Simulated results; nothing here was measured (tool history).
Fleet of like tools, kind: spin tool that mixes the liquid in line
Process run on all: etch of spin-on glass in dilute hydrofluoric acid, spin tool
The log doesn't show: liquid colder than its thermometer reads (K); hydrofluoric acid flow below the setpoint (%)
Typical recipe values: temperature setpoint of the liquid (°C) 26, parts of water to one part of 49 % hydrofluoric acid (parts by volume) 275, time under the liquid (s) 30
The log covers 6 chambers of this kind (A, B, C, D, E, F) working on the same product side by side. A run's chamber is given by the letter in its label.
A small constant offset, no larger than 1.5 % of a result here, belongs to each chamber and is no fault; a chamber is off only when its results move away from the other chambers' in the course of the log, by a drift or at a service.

run	hour	temperature setpoint of the liquid (°C)	parts of water to one part of 49 % hydrofluoric acid (parts by volume)	time under the liquid (s)	hours since the thermometer was replaced	hours since the hydrofluoric acid flow meter was replaced	read-back film thickness of the spin-on glass reference wafer, read on the same gauge (nm)	thickness taken off the spin-on glass on a monitor wafer (angstrom)
1B	8.9	26	275	30	544.3	1480.8	30.004	54.375
2E	13.4	26	275	30	370.3	102.3	30.002	55.549
3D	17.6	26	275	30	429.7	155.7	29.997	54.883
4C	23.7	26	275	30	1751.2	459.6	30.032	54.975
5A	29.9	30.5	150	30	2685.8	646.8	29.98	133.32
6F	34.4	30.5	150	30	1329	1446.5	30.032	134.82
7B	38.7	30.5	150	30	574.1	1510.6	29.979	135.62
8F	48.1	30.5	150	30	1342.7	1460.2	30.012	134.8
9A	56	30.5	150	30	2711.9	672.9	30.005	136
10E	65.3	30.5	150	30	422.2	154.2	30.013	137.22
11D	71.1	26	275	30	483.2	209.2	30.002	55.034
12C	77	26	275	30	1804.5	512.9	29.978	54.441
13E	82.5	26	205	30	439.4	171.4	29.987	79.2
14B	89	26	205	30	624.4	1560.9	29.992	79.592
15A	97.6	26	205	30	2753.5	714.5	29.986	77.729
16D	106.9	26	205	30	519	245	29.998	81.242
17C	111.7	26	205	30	1839.2	547.6	29.98	78.091
18F	118.8	26	205	30	1413.4	1530.9	30.011	79.191
# hour 124.5: chamber A: thermometer replaced
19C	126.1	26	275	30	1853.6	562	30.017	54.174
20B	134.4	26	275	30	669.8	1606.3	30.001	55.089
21D	141.5	26	275	30	553.6	279.6	29.986	54.712
22F	148.6	29	275	35	1443.2	1560.7	30.014	70.675
23E	157.9	29	275	35	514.8	246.8	30.025	69.625
# hour 162.6: chamber C: thermometer replaced
24A	167.5	29	275	35	43.1	784.4	29.989	70.134
25A	172.6	29	275	35	48.2	789.5	30.007	70.035
26C	176.7	29	275	35	14.2	612.6	30.001	70.924
# hour 180.9: chamber B: thermometer replaced
27F	181.8	29	275	35	1476.4	1593.9	29.994	70.11
28D	189	22	275	15	601.1	327.1	29.996	23.848
29B	197.5	22	275	15	16.6	1669.4	30.004	23.642
30E	204.5	22	275	15	561.4	293.4	30.001	23.19
31A	209.3	22	275	15	84.9	826.2	30.035	23.344
32B	216.5	22	275	15	35.6	1688.4	30.005	23.657
33E	224.3	22	275	15	581.2	313.2	30.002	23.244
34F	231.3	26	275	30	1525.9	1643.4	30.014	55.685
35C	237.5	26	275	30	75	673.4	29.994	55.279
36D	244.1	26	275	30	656.2	382.2	29.996	55.543
37B	251.4	26	275	30	70.5	1723.3	30.023	53.777
38A	258.7	26	275	30	134.3	875.6	30.001	54.734
39C	265.1	26	275	30	102.6	701	30.005	55.661
40E	274.6	26	275	30	631.5	363.5	30.002	53.697
41D	281.9	26	275	30	694	420	30.001	55.073
42F	286.5	26	275	30	1581.1	1698.6	29.975	55.278
43F	296	26	275	30	1590.6	1708.1	29.995	54.668
44C	301.3	26	275	30	138.8	737.2	30.017	54.64

Decide between three cases: one chamber stands off from its peers, the gauge reading all wafers drifts, or nothing is wrong past each chamber's small offset. Where a chamber is off, say which and what most likely put it there.

Little by little, chamber E moves away from the other chambers.
Cause: liquid colder than its thermometer reads (K) = 1.41.
The log may not separate it from: hydrofluoric acid flow below the setpoint (%).

Here are 4 candidates for chamber E's next run, each the usual settings with a change, their results left as question marks. Which one brings its results back in line with what the others give on the usual settings?
To be in line, a result may differ from the other chambers' mean on the usual settings by at most: thickness taken off the spin-on glass on a monitor wafer (angstrom) 1.6
45E-1	308.1	26	265	30				?
45E-2	308.1	26	285	30				?
45E-3	308.1	26	295	30				?
45E-4	308.1	29	275	30				?

The other chambers' mean on the usual settings: thickness taken off the spin-on glass on a monitor wafer (angstrom) 54.827
run	thickness taken off the spin-on glass on a monitor wafer (angstrom)
45E-1	54.66
45E-2	49.805
45E-3	47.639
45E-4	57.898
With 45E-1, the chamber falls back in line with the rest.
